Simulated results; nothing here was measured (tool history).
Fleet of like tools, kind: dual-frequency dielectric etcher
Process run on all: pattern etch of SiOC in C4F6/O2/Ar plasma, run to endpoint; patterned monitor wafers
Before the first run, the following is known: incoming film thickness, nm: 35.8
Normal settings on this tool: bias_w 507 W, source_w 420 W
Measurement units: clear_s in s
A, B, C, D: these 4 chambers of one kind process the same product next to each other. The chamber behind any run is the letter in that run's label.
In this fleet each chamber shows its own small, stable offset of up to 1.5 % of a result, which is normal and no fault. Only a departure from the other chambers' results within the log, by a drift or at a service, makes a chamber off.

| run | day | bias_w | source_w | clear_s |
|---|---|---|---|---|
|  | 0.054 | chamber A: wet clean of the chamber |
| 1D | 0.258 | 507 | 420 | 11.871 |
| 2B | 0.671 | 507 | 420 | 11.700 |
| 3C | 1.117 | 507 | 420 | 11.649 |
| 4A | 1.408 | 507 | 420 | 11.611 |
| 5A | 1.796 | 507 | 420 | 11.554 |
| 6D | 2.175 | 507 | 420 | 11.760 |
| 7B | 2.658 | 507 | 420 | 11.699 |
| 8C | 2.967 | 507 | 420 | 11.615 |
| 9A | 3.275 | 507 | 420 | 11.626 |
| 10C | 3.754 | 507 | 420 | 11.720 |
| 11D | 4.250 | 507 | 420 | 11.833 |
| 12B | 4.567 | 507 | 420 | 11.762 |
|  | 4.579 | chamber B: wet clean of the chamber |
| 13A | 5.038 | 507 | 420 | 11.760 |
| 14D | 5.429 | 507 | 420 | 11.770 |
| 15B | 5.725 | 507 | 420 | 11.715 |
| 16C | 6.229 | 455 | 460 | 11.872 |
| 17D | 6.475 | 455 | 460 | 12.003 |
| 18C | 6.725 | 455 | 460 | 11.719 |
|  | 6.804 | chamber D: wet clean of the chamber |
| 19A | 7.188 | 455 | 460 | 11.741 |
| 20B | 7.575 | 507 | 420 | 11.737 |
|  | 7.717 | chamber C: wet clean of the chamber |
|  | 7.912 | chamber D: source power generator calibrated |
| 21A | 7.933 | 507 | 420 | 11.735 |
| 22B | 8.429 | 442 | 360 | 13.012 |
| 23D | 8.750 | 442 | 360 | 13.193 |
| 24C | 9.179 | 442 | 360 | 12.981 |
| 25D | 9.646 | 442 | 360 | 13.054 |
| 26C | 10.058 | 507 | 420 | 11.599 |
| 27B | 10.562 | 507 | 420 | 11.762 |
| 28A | 11.004 | 507 | 420 | 11.495 |
| 29D | 11.254 | 617 | 500 | 10.313 |
| 30B | 11.721 | 617 | 500 | 10.323 |
| 31A | 12.092 | 617 | 500 | 10.242 |
| 32C | 12.521 | 617 | 500 | 10.191 |
| 33D | 12.758 | 507 | 420 | 11.897 |
| 34A | 13.100 | 507 | 420 | 11.615 |
| 35C | 13.608 | 507 | 420 | 11.639 |
| 36B | 14.079 | 507 | 420 | 11.625 |
| 37B | 14.512 | 507 | 420 | 11.665 |
| 38A | 14.779 | 507 | 420 | 11.643 |
|  | 14.867 | chamber A: wet clean of the chamber |
| 39D | 15.254 | 507 | 420 | 11.780 |
| 40C | 15.575 | 507 | 420 | 11.627 |
| 41A | 15.942 | 507 | 420 | 11.753 |
| 42D | 16.329 | 507 | 420 | 11.661 |
| 43B | 16.750 | 507 | 420 | 11.597 |

What goes on in this fleet: one chamber off, a drifting gauge, or nothing beyond the chambers' own small offsets? Name the chamber and the cause, if any.

Nothing is wrong: each chamber keeps only its own small, steady offset and the gauge holds still.
